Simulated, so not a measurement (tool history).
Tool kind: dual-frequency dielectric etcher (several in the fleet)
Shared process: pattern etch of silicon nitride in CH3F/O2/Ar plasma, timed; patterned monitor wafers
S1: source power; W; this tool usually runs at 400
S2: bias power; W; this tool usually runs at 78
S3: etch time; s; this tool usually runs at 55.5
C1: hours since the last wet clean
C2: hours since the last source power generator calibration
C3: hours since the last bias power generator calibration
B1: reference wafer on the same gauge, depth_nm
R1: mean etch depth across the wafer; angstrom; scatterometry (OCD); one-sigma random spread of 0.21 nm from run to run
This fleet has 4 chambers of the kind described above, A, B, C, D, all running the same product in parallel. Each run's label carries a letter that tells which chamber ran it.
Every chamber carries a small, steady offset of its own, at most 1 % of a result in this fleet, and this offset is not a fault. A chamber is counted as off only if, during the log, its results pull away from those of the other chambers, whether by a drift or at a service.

run 1B hour=6.2 | S1=400 S2=78 S3=55.5 | C1=315.8 C2=1541.3 C3=2275.5 | B1=40.873 | R1=401.55
run 2A hour=11.4 | S1=400 S2=78 S3=55.5 | C1=289.8 C2=2288.5 C3=1600.3 | B1=40.851 | R1=399.62
run 3C hour=16.6 | S1=400 S2=78 S3=55.5 | C1=75.8 C2=1721.4 C3=730.3 | B1=40.935 | R1=400.78
run 4D hour=21.3 | S1=400 S2=78 S3=55.5 | C1=277.9 C2=840.8 C3=1453.7 | B1=40.897 | R1=399.10
run 5C hour=29.3 | S1=400 S2=78 S3=55.5 | C1=88.5 C2=1734.1 C3=743.0 | B1=40.899 | R1=399.63
run 6B hour=34.4 | S1=400 S2=78 S3=55.5 | C1=344.0 C2=1569.5 C3=2303.7 | B1=40.903 | R1=398.27
run 7A hour=40.0 | S1=400 S2=78 S3=55.5 | C1=318.4 C2=2317.1 C3=1628.9 | B1=40.934 | R1=401.72
run 8D hour=45.7 | S1=400 S2=78 S3=55.5 | C1=302.3 C2=865.2 C3=1478.1 | B1=40.927 | R1=399.73
run 9B hour=53.6 | S1=400 S2=78 S3=55.5 | C1=363.2 C2=1588.7 C3=2322.9 | B1=40.914 | R1=402.86
run 10A hour=59.7 | S1=400 S2=78 S3=55.5 | C1=338.1 C2=2336.8 C3=1648.6 | B1=40.908 | R1=402.25
run 11D hour=63.8 | S1=400 S2=78 S3=55.5 | C1=320.4 C2=883.3 C3=1496.2 | B1=40.870 | R1=396.36
run 12C hour=71.2 | S1=400 S2=78 S3=55.5 | C1=130.4 C2=1776.0 C3=784.9 | B1=40.870 | R1=392.79
run 13D hour=75.9 | S1=400 S2=78 S3=55.5 | C1=332.5 C2=895.4 C3=1508.3 | B1=40.868 | R1=399.77
run 14B hour=82.3 | S1=400 S2=78 S3=55.5 | C1=391.9 C2=1617.4 C3=2351.6 | B1=40.892 | R1=401.48
run 15C hour=88.8 | S1=400 S2=78 S3=55.5 | C1=148.0 C2=1793.6 C3=802.5 | B1=40.906 | R1=396.73
run 16A hour=93.2 | S1=400 S2=78 S3=55.5 | C1=371.6 C2=2370.3 C3=1682.1 | B1=40.968 | R1=406.95
run 17A hour=101.1 | S1=400 S2=78 S3=55.5 | C1=379.5 C2=2378.2 C3=1690.0 | B1=40.915 | R1=402.89
run 18B hour=107.5 | S1=400 S2=78 S3=55.5 | C1=417.1 C2=1642.6 C3=2376.8 | B1=40.904 | R1=404.01
run 19D hour=112.4 | S1=400 S2=78 S3=55.5 | C1=369.0 C2=931.9 C3=1544.8 | B1=40.921 | R1=397.36
run 20C hour=116.3 | S1=400 S2=78 S3=55.5 | C1=175.5 C2=1821.1 C3=830.0 | B1=40.908 | R1=393.51
run 21A hour=120.5 | S1=400 S2=78 S3=55.5 | C1=398.9 C2=2397.6 C3=1709.4 | B1=40.853 | R1=408.50
run 22B hour=127.0 | S1=400 S2=78 S3=55.5 | C1=436.6 C2=1662.1 C3=2396.3 | B1=40.905 | R1=400.59
run 23C hour=134.6 | S1=400 S2=78 S3=55.5 | C1=193.8 C2=1839.4 C3=848.3 | B1=40.928 | R1=396.38
run 24D hour=138.5 | S1=400 S2=78 S3=55.5 | C1=395.1 C2=958.0 C3=1570.9 | B1=40.934 | R1=392.84
run 25C hour=145.4 | S1=400 S2=78 S3=55.5 | C1=204.6 C2=1850.2 C3=859.1 | B1=40.990 | R1=398.94
run 26A hour=150.8 | S1=400 S2=78 S3=55.5 | C1=429.2 C2=2427.9 C3=1739.7 | B1=40.901 | R1=411.11
run 27D hour=158.6 | S1=400 S2=78 S3=55.5 | C1=415.2 C2=978.1 C3=1591.0 | B1=40.910 | R1=395.88
run 28B hour=166.3 | S1=400 S2=78 S3=55.5 | C1=475.9 C2=1701.4 C3=2435.6 | B1=40.843 | R1=403.05

All 4 chambers run these settings next. Forecast each chamber's results:
run 29A hour=172.1 | S1=400 S2=72 S3=55.5 | R1=?
run 29B hour=172.1 | S1=400 S2=72 S3=55.5 | R1=?
run 29C hour=172.1 | S1=400 S2=72 S3=55.5 | R1=?
run 29D hour=172.1 | S1=400 S2=72 S3=55.5 | R1=?

run=29A R1=406.93
run=29B R1=391.43
run=29C R1=387.01
run=29D R1=386.30
